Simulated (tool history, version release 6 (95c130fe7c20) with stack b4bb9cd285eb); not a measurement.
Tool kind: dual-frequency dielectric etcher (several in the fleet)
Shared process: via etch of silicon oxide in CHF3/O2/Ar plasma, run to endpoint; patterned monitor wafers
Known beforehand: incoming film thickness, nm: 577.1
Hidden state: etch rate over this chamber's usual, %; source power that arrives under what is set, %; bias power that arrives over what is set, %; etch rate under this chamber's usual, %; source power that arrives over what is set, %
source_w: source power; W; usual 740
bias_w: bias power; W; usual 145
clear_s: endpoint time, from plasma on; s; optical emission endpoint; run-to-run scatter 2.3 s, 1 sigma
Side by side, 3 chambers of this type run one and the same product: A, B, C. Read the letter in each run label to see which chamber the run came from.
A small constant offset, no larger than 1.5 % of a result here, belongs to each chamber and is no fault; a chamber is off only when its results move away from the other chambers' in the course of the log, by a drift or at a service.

run,hour,source_w,bias_w,hours since the last wet clean,hours since the last source power generator calibration,hours since the last bias power generator calibration,clear_s
1B,11.2,740,145,238.7,929.1,1772.1,290.95
2A,20.3,740,145,101.5,2582,2051.3,294.36
3C,28.2,740,145,142,2874.6,2683.2,290.36
4A,35.6,740,145,116.8,2597.3,2066.6,295.01
5B,44.3,740,145,271.8,962.2,1805.2,286.71
6C,51.7,740,145,165.5,2898.1,2706.7,291.72
7C,65.3,740,145,179.1,2911.7,2720.3,292.07
8A,77.1,740,145,158.3,2638.8,2108.1,294.44
9B,83.8,740,145,311.3,1001.7,1844.7,289.34
10B,95.6,740,145,323.1,1013.5,1856.5,285.14
11C,109,740,145,222.8,2955.4,2764,290.93
12A,120.2,740,145,201.4,2681.9,2151.2,294.49
13A,132.4,740,145,213.6,2694.1,2163.4,294.3
14C,140.7,740,145,254.5,2987.1,2795.7,290.78
15B,153.4,820,145,380.9,1071.3,1914.3,280.54
16C,166.8,820,145,280.6,3013.2,2821.8,279.88
17B,173.1,820,145,400.6,1091,1934,279.36
18A,185.1,740,145,266.3,2746.8,2216.1,295.85
19A,191.9,740,145,273.1,2753.6,2222.9,295.24
20C,202.4,740,145,316.2,3048.8,2857.4,288.7
21B,209.8,740,145,437.3,1127.7,1970.7,289.01
22A,221,740,145,302.2,2782.7,2252,292.31
23B,228.9,820,158,456.4,1146.8,1989.8,272.35
24C,242.9,820,158,356.7,3089.3,2897.9,272.49

Which is it: a chamber that has drifted or been left off by a service, a gauge drift common to all chambers, or only each chamber's usual small offset? If a chamber is off, name it and its likeliest cause.

The fleet is healthy, with each chamber sitting at its usual small offset and no drift in the gauge.

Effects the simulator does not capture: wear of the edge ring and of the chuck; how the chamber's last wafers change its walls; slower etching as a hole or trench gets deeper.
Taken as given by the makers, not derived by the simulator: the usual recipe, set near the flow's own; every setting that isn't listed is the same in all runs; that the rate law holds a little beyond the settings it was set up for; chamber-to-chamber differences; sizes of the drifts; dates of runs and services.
